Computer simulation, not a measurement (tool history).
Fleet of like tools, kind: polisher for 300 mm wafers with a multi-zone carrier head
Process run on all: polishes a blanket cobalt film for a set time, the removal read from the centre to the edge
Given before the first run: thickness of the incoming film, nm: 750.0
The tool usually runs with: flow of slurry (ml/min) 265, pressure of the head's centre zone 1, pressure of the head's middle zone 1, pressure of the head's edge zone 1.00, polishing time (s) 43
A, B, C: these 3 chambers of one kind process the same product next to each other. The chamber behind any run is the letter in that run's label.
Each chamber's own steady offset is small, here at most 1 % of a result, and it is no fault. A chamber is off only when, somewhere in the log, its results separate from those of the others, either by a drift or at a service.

run	hour	flow of slurry (ml/min)	pressure of the head's centre zone	pressure of the head's middle zone	pressure of the head's edge zone	polishing time (s)	film removed at the wafer's centre (angstrom)	film removed at mid-radius (angstrom)	film removed at the wafer's edge (angstrom)
# hour 3.3: chamber B: worn pad replaced by a new one
1A	9.8	265	1	1	1.00	43	1869.1	1863.0	1888.8
2C	21.9	265	1	1	1.00	43	1808.8	1835.7	1879.0
# hour 31.8: chamber B: slurry nozzle cleaned
3B	32.3	265	1	1	1.00	43	1848.0	1858.5	1865.2
# hour 37.6: chamber A: worn pad replaced by a new one
4A	45.2	265	1	1	1.00	43	1845.8	1846.4	1856.5
5C	56.2	265	1	1	1.00	43	1774.5	1845.1	1795.2
6B	68.4	330	1	1	1.00	43	1907.3	1902.8	1899.4
7C	79.5	330	1	1	1.00	43	1869.4	1817.4	1876.5
8B	87.2	330	1	1	1.00	43	1897.0	1877.6	1879.0
# hour 92.0: chamber C: worn pad replaced by a new one
9A	94.5	350	1	1	1.04	43	1887.0	1895.4	1974.3
# hour 98.5: chamber B: worn pad replaced by a new one
10A	101.6	350	1	1	1.04	43	1901.6	1889.0	1915.8
# hour 108.9: chamber B: edge zone pressure recalibrated
11B	110.4	350	1	1	1.04	43	1895.2	1888.8	1931.7
12C	122.3	265	1	1	1.00	43	1808.1	1814.0	1821.9
13B	133.8	265	1	1	1.00	43	1849.8	1870.2	1828.2
14C	146.5	265	1	1	1.00	43	1756.7	1801.0	1820.1
# hour 147.4: chamber A: worn pad replaced by a new one
15A	153.1	265	1	1	1.00	43	1831.0	1841.3	1865.3
16A	165.8	265	1	1	1.00	43	1859.3	1819.1	1895.8
17B	171.6	265	1	1	1.00	43	1867.5	1865.2	1846.8
# hour 172.7: chamber C: edge zone pressure recalibrated
18C	184.4	265	1	1	1.00	43	1747.0	1757.0	1796.6
19C	194.7	265	1	1	1.00	34	1352.9	1401.8	1386.3
20A	205.2	265	1	1	1.00	34	1467.2	1462.9	1487.8

Each of the 3 chambers runs these same settings next. Fill in every chamber's results:
21A	214.6	265	1	1	1.00	43	?	?	?
21B	214.6	265	1	1	1.00	43	?	?	?
21C	214.6	265	1	1	1.00	43	?	?	?

run	film removed at the wafer's centre (angstrom)	film removed at mid-radius (angstrom)	film removed at the wafer's edge (angstrom)
21A	1852.5	1819.1	1886.0
21B	1865.4	1872.7	1895.0
21C	1722.0	1759.7	1774.1
